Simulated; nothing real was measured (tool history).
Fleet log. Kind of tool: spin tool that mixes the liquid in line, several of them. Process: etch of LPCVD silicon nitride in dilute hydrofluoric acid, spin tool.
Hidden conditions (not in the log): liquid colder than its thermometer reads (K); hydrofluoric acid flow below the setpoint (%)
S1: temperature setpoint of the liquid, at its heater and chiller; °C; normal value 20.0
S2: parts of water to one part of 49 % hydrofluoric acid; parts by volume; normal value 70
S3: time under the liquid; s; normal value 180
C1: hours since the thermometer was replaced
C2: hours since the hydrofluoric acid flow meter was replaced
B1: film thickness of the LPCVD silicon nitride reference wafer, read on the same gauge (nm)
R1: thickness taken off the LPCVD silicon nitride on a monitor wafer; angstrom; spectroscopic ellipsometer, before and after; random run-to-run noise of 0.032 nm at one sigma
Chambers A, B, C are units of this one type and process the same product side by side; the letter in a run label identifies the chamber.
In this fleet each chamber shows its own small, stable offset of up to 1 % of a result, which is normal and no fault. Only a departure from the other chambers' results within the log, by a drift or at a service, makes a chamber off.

run   hour    S1  S2   S3      C1      C2      B1       R1
 1A    4.1  20.0  70  180   559.7  1490.1  110.00  10.5540
 2C   10.9  20.0  70  180  1142.8   371.7  110.02  10.1680
 3B   16.6  20.0  70  180   515.0   487.0  110.00   9.5393
 4A   24.3  20.0  70  180   579.9  1510.3  109.99   9.9621
 5B   30.0  20.0  70  230   528.4   500.4  110.02  12.7900
 6C   35.3  20.0  70  230  1167.2   396.1  110.02  12.5000
 7B   39.7  20.0  70  230   538.1   510.1  110.01  12.8220
 8A   48.2  18.0  70  110   603.8  1534.2  110.01   5.3350
 9C   56.4  18.0  70  110  1188.3   417.2  110.01   5.5425
10C   63.0  18.0  70  110  1194.9   423.8  110.00   5.2280
11A   67.4  20.0  70  180   623.0  1553.4  109.99  10.1840
12B   72.4  20.0  70  180   570.8   542.8  109.98   9.9905
13B   79.8  20.0  70  180   578.2   550.2  110.02   9.9898
14C   88.7  24.0  70   80  1220.6   449.5  109.99   5.9044
15A   93.4  24.0  70   80   649.0  1579.4  110.01   6.2473
16C   97.5  24.0  70   80  1229.4   458.3  110.01   6.2892
17B  102.2  20.0  70  255   600.6   572.6  109.96  14.5940
18A  111.4  20.0  70  255   667.0  1597.4  110.02  14.7880
19B  115.6  20.0  70  255   614.0   586.0  109.99  14.7310
20C  124.4  20.0  70  180  1256.3   485.2  110.01   9.6647
21A  133.5  20.0  70  265   689.1  1619.5  109.96  14.4850
22A  140.9  20.0  70  265   696.5  1626.9  110.00  15.3000
     146.6  -- chamber A: hydrofluoric acid flow meter replaced
23C  148.1  20.0  70  265  1280.0   508.9  110.00  14.7870
24B  156.9  20.0  55  105   655.3   627.3  110.01   7.0231
     162.9  -- chamber C: thermometer replaced
25A  166.1  20.0  55  105   721.7    19.5  110.01   7.3817
26C  174.2  20.0  55  105    11.3   535.0  110.02   7.5088
27B  181.4  20.0  70  180   679.8   651.8  110.02   9.6923
28C  186.1  20.0  70  180    23.2   546.9  110.02  10.1030
29A  193.0  20.0  70  180   748.6    46.4  110.03  10.0410
30B  200.5  20.0  70  180   698.9   670.9  109.99   9.8779
31A  205.0  20.0  70  180   760.6    58.4  109.99  10.4430
32B  214.2  20.0  55  265   712.6   684.6  110.00  18.6540
33C  219.2  20.0  55  265    56.3   580.0  110.00  19.4370
34B  223.2  20.0  55  265   721.6   693.6  110.02  19.8390
35C  231.4  20.0  70  180    68.5   592.2  109.99   9.9989
     234.5  -- chamber B: hydrofluoric acid flow meter replaced
36A  239.8  20.0  70  180   795.4    93.2  110.01  10.1800
37B  246.4  20.0  70  180   744.8    12.0  109.98  10.5430
38A  255.4  20.0  70  180   811.0   108.8  110.01   9.7582
39C  261.5  20.0  70  180    98.6   622.3  110.01   9.9706
40A  267.0  20.0  70  180   822.6   120.4  110.00  10.2050
41C  272.7  22.5  70  180   109.8   633.5  110.00  12.1740
42B  280.1  22.5  70  180   778.5    45.7  110.00  12.1630

Each of the 3 chambers runs these same settings next. Fill in every chamber's results:
43A  286.7  20.0  70  180               ?
43B  286.7  20.0  70  180               ?
43C  286.7  20.0  70  180               ?

run       R1
43A  10.7100
43B  10.0780
43C  10.2440
